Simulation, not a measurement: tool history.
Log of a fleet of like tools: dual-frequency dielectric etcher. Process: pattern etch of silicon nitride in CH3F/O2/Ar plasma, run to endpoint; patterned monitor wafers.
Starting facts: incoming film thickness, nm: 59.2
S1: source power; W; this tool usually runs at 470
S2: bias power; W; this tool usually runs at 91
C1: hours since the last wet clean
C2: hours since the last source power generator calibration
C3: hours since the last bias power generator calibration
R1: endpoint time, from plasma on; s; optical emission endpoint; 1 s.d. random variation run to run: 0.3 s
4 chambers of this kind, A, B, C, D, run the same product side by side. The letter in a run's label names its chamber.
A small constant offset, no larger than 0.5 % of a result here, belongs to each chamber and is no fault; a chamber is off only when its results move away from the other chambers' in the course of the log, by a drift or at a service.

run	day	S1	S2	C1	C2	C3	R1
# day 0.142: chamber B: wet clean of the chamber
1B	0.171	470	91	0.8	995.5	2487.7	74.213
2C	0.312	470	91	452.5	21.1	951.8	74.383
3D	0.475	470	91	277.9	1230.5	3448.6	74.025
4A	0.754	470	91	489.5	2967.8	744.6	73.976
5D	0.904	470	91	288.2	1240.8	3458.9	74.290
6B	1.167	470	91	24.7	1019.4	2511.6	73.939
7A	1.346	470	91	503.7	2982.0	758.8	74.270
8C	1.492	470	91	480.8	49.4	980.1	74.331
9A	1.692	470	91	512.0	2990.3	767.1	73.823
10B	1.896	470	91	42.2	1036.9	2529.1	74.037
11D	2.054	470	91	315.8	1268.4	3486.5	73.983
12C	2.317	470	110	500.6	69.2	999.9	69.107
# day 2.442: chamber C: wet clean of the chamber
13B	2.496	470	110	56.6	1051.3	2543.5	69.141
14C	2.754	470	110	7.6	79.7	1010.4	69.210
15D	2.912	470	110	336.4	1289.0	3507.1	68.177
16A	3.104	470	91	545.9	3024.2	801.0	73.761
17B	3.388	470	91	78.0	1072.7	2564.9	74.131
18C	3.517	470	101	25.9	98.0	1028.7	70.854
19D	3.654	470	101	354.2	1306.8	3524.9	69.461
20A	3.842	470	101	563.6	3041.9	818.7	71.580
21A	4.112	470	101	570.1	3048.4	825.2	71.236
22B	4.325	470	91	100.5	1095.2	2587.4	74.388
23C	4.533	470	91	50.3	122.4	1053.1	74.347
24D	4.725	470	91	379.9	1332.5	3550.6	70.787

What goes on in this fleet: one chamber off, a drifting gauge, or nothing beyond the chambers' own small offsets? Name the chamber and the cause, if any.

Little by little, chamber D moves away from the other chambers.
Likeliest cause: etch rate over this chamber's usual, % = 5.15.

Chamber D could run next with any of the 4 candidate recipes listed below; each alters the usual settings, and their results appear as question marks. Which one brings its results back in line with what the other chambers deliver on the usual settings?
A result is in line if it is within this distance of the other chambers' mean on the usual settings: R1 1.000 s
25D-1	4.938	500	97				?
25D-2	4.938	470	85				?
25D-3	4.938	410	91				?
25D-4	4.938	500	91				?

Other chambers, usual settings, mean: R1 74.125 s
run	R1
25D-1	67.316
25D-2	72.178
25D-3	74.212
25D-4	68.849
25D-3 brings the chamber back in line.
